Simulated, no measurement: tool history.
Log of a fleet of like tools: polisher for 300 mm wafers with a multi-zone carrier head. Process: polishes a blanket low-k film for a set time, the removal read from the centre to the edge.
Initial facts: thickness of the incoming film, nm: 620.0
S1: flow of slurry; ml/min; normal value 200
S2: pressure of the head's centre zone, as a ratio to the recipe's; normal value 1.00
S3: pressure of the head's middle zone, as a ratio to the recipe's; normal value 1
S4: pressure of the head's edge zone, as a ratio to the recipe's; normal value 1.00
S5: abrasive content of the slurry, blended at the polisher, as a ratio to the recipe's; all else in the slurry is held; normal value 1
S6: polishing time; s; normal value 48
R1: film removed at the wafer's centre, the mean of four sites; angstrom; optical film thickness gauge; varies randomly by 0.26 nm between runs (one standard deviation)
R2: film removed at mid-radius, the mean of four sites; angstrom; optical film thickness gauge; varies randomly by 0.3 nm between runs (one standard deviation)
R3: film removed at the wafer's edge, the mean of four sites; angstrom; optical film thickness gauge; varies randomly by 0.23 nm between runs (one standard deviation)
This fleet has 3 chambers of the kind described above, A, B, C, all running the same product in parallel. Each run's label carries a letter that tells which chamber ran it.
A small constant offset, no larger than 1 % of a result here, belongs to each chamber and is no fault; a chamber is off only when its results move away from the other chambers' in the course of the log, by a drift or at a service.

run,hour,S1,S2,S3,S4,S5,S6,R1,R2,R3
1B,8.2,200,1.00,1,1.00,1,48,272.96,278.28,275.86
2A,20.2,200,1.00,1,1.00,1,48,271.85,274.58,277.45
# hour 25.1: chamber A: worn pad replaced by a new one
3C,27.2,200,1.00,1,1.00,1,48,269.59,281.12,280.19
4C,40.3,200,1.00,1,1.00,1,48,274.13,280.49,277.62
# hour 43.3: chamber B: worn pad replaced by a new one
5A,52.2,200,1.00,1,1.00,1,48,274.06,271.25,279.26
# hour 54.4: chamber C: edge zone pressure recalibrated
6B,66.4,200,0.89,1,1.00,1,48,238.74,277.09,272.72
# hour 70.6: chamber A: worn pad replaced by a new one
7C,74.3,200,0.89,1,1.00,1,48,240.90,276.40,281.09
8A,84.8,200,0.89,1,1.00,1,48,241.07,277.31,274.05
# hour 91.6: chamber B: worn pad replaced by a new one
9B,92.8,250,1.00,1,1.00,1,62,361.55,362.09,366.52
# hour 97.6: chamber C: worn pad replaced by a new one
10A,105.0,250,1.00,1,1.00,1,62,367.18,360.23,366.46
11B,115.9,250,1.00,1,1.00,1,62,368.55,373.38,367.00
# hour 117.7: chamber A: worn pad replaced by a new one
12C,126.5,200,1.00,1,1.00,1,48,276.86,269.95,276.62
# hour 131.7: chamber B: worn pad replaced by a new one
# hour 134.3: chamber C: slurry nozzle cleaned
13B,135.4,200,1.00,1,1.00,1,48,270.17,278.62,276.32
14A,146.7,200,1.00,1,1.00,1,48,274.67,276.54,274.50
15C,153.0,200,1.00,1,1.00,1,48,275.05,279.10,277.07
16B,159.2,200,1.10,1,1.06,1,48,303.44,277.24,279.73
17C,165.5,200,1.10,1,1.06,1,48,303.28,275.55,289.09
# hour 166.8: chamber A: worn pad replaced by a new one
# hour 176.9: chamber B: worn pad replaced by a new one
18A,177.7,200,1.10,1,1.06,1,48,304.33,279.37,286.79
19B,190.6,200,1.00,1,1.00,1,48,276.60,274.16,273.05
20C,201.0,200,1.00,1,1.00,1,48,275.62,277.15,276.05

Predict what each chamber gives when all 3 of them run the settings below next.
21A,211.4,145,1.00,1,1.00,1,48,?,?,?
21B,211.4,145,1.00,1,1.00,1,48,?,?,?
21C,211.4,145,1.00,1,1.00,1,48,?,?,?

run,R1,R2,R3
21A,254.74,263.23,266.40
21B,253.13,258.59,261.35
21C,257.74,262.46,267.55
